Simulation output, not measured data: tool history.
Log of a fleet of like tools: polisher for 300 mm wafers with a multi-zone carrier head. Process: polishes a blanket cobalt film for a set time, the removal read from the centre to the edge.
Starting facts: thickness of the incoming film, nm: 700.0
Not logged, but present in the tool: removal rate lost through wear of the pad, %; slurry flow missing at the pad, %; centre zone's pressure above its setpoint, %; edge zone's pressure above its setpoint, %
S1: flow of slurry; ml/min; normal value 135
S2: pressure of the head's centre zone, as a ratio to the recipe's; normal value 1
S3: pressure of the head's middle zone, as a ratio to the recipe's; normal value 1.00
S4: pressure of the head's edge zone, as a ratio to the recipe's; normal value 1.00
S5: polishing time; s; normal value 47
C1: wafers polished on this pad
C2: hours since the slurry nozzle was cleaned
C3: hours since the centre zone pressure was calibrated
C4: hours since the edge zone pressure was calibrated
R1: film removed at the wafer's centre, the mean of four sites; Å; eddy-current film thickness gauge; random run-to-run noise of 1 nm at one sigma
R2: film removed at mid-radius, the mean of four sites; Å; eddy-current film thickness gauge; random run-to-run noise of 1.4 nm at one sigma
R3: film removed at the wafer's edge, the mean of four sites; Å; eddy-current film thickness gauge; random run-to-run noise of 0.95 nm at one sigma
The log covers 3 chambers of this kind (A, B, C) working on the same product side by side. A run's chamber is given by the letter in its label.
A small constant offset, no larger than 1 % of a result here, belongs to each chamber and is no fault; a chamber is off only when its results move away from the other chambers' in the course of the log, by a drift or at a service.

run,day,S1,S2,S3,S4,S5,C1,C2,C3,C4,R1,R2,R3
1C,0.167,135,1,1.00,1.00,47,798,426.0,1309.3,1113.8,1103.10,1100.8,1090.6
2A,0.308,135,1,1.00,1.00,47,89,103.1,276.4,109.8,1087.80,1116.4,1116.7
3B,0.521,135,1,1.00,1.00,47,740,370.7,285.2,291.7,1123.20,1094.9,1123.7
# day 0.558: chamber C: worn pad replaced by a new one
4C,0.638,135,1,1.00,1.00,47,19,437.3,1320.6,1125.1,1119.00,1101.2,1099.1
5A,0.742,135,1,1.07,1.00,47,193,113.5,286.8,120.2,1105.40,1188.4,1090.9
6B,0.896,135,1,1.07,1.00,47,831,379.7,294.2,300.7,1127.00,1191.5,1087.3
7C,1.033,135,1,1.07,1.00,47,115,446.8,1330.1,1134.6,1100.50,1190.3,1114.0
8A,1.246,135,1,1.00,1.00,47,315,125.6,298.9,132.3,1102.50,1089.2,1102.2
9B,1.388,135,1,1.00,1.00,47,949,391.5,306.0,312.5,1108.30,1092.1,1104.6
# day 1.488: chamber B: worn pad replaced by a new one
10A,1.596,135,1,1.00,1.00,47,399,134.0,307.3,140.7,1113.40,1098.9,1090.8
11B,1.783,135,1,1.00,1.00,47,72,401.0,315.5,322.0,1084.70,1069.5,1075.5
12C,1.971,135,1,1.00,1.00,47,341,469.3,1352.6,1157.1,1085.80,1112.9,1099.5
# day 1.996: chamber A: centre zone pressure recalibrated
13A,2.158,135,1,1.00,1.00,47,535,147.5,4.0,154.2,1097.00,1105.0,1104.5
# day 2.300: chamber A: worn pad replaced by a new one
14C,2.321,135,1,1.00,1.00,47,425,477.7,1361.0,1165.5,1096.90,1098.4,1096.4
15B,2.542,135,1,1.00,1.00,47,255,419.2,333.7,340.2,1080.80,1081.6,1073.3
16B,2.729,135,1,1.00,1.00,47,300,423.7,338.2,344.7,1088.00,1078.1,1088.0
17C,2.842,135,1,1.00,0.89,54,551,490.2,1373.5,1178.0,1267.50,1251.8,1175.8
# day 2.900: chamber C: centre zone pressure recalibrated
18A,2.979,135,1,1.00,0.89,54,163,167.2,23.7,173.9,1262.10,1265.5,1174.7
19C,3.133,135,1,1.00,0.89,54,621,497.2,5.6,1185.0,1266.20,1286.5,1191.9
20B,3.358,135,1,1.00,1.00,47,452,438.8,353.3,359.8,1050.80,1077.6,1073.4
21A,3.467,135,1,1.00,1.00,47,281,178.9,35.4,185.6,1089.70,1096.9,1088.2
22B,3.604,135,1,1.00,1.00,47,511,444.7,359.2,365.7,1064.90,1063.8,1058.6
23A,3.771,135,1,1.00,1.00,47,354,186.2,42.7,192.9,1109.30,1094.4,1111.5
# day 3.812: chamber B: centre zone pressure recalibrated
24C,3.929,135,1,1.00,1.00,47,813,516.3,24.7,1204.1,1107.70,1080.8,1098.5
25A,4.079,135,1,1.00,1.00,47,429,193.6,50.1,200.3,1101.10,1105.2,1092.9
# day 4.204: chamber A: slurry nozzle cleaned
26C,4.225,135,1,1.00,0.91,60,885,523.4,31.8,1211.2,1389.60,1396.9,1362.2
27B,4.358,135,1,1.00,0.91,60,693,462.8,13.2,383.8,1328.40,1338.4,1275.8
28B,4.458,135,1,1.00,0.91,60,717,465.2,15.6,386.2,1306.80,1312.9,1298.4
29C,4.650,135,1,1.00,1.00,47,987,533.6,42.0,1221.4,1103.50,1107.7,1093.2
# day 4.671: chamber C: edge zone pressure recalibrated
# day 4.712: chamber A: worn pad replaced by a new one
30A,4.796,135,1,1.00,1.00,47,21,14.2,67.3,217.5,1092.70,1100.7,1100.4
31C,5.008,135,1,1.00,1.00,47,1074,542.2,50.6,8.1,1100.60,1096.4,1094.8
32B,5.204,135,1,1.00,1.00,47,897,483.1,33.5,404.1,1013.80,1047.3,1043.4
33A,5.312,135,1,1.00,1.00,47,145,26.6,79.7,229.9,1100.20,1120.7,1105.1

Is one chamber out of step, is the gauge drifting, or do the chambers differ by no more than their own small offsets? For an off chamber, give its letter and the likeliest cause.

Little by little, chamber B moves away from the other chambers.
Cause: slurry flow missing at the pad, % = 29.2.

Chamber B could run next with any of the 4 candidate recipes listed below; each alters the usual settings, and their results appear as question marks. Which one brings its results back in line with what the other chambers deliver on the usual settings?
In line here means within this much of the mean the other chambers give on the usual settings: R1 35.00 Å; R2 48.00 Å; R3 33.00 Å
34B-1,5.471,140,1.02,1.02,0.98,50,,,,,?,?,?
34B-2,5.471,150,1.04,1.04,0.97,52,,,,,?,?,?
34B-3,5.471,125,0.96,0.96,1.03,42,,,,,?,?,?
34B-4,5.471,130,0.98,0.98,1.02,44,,,,,?,?,?

The mean the other chambers reach with the usual settings: R1 1100.30 Å; R2 1100.70 Å; R3 1100.70 Å
run,R1,R2,R3
34B-1,1100.40,1099.90,1107.90
34B-2,1195.00,1187.00,1160.60
34B-3,831.06,844.49,935.09
34B-4,903.43,912.71,982.10
34B-1 is the one that brings the chamber's results back in line with the other chambers.

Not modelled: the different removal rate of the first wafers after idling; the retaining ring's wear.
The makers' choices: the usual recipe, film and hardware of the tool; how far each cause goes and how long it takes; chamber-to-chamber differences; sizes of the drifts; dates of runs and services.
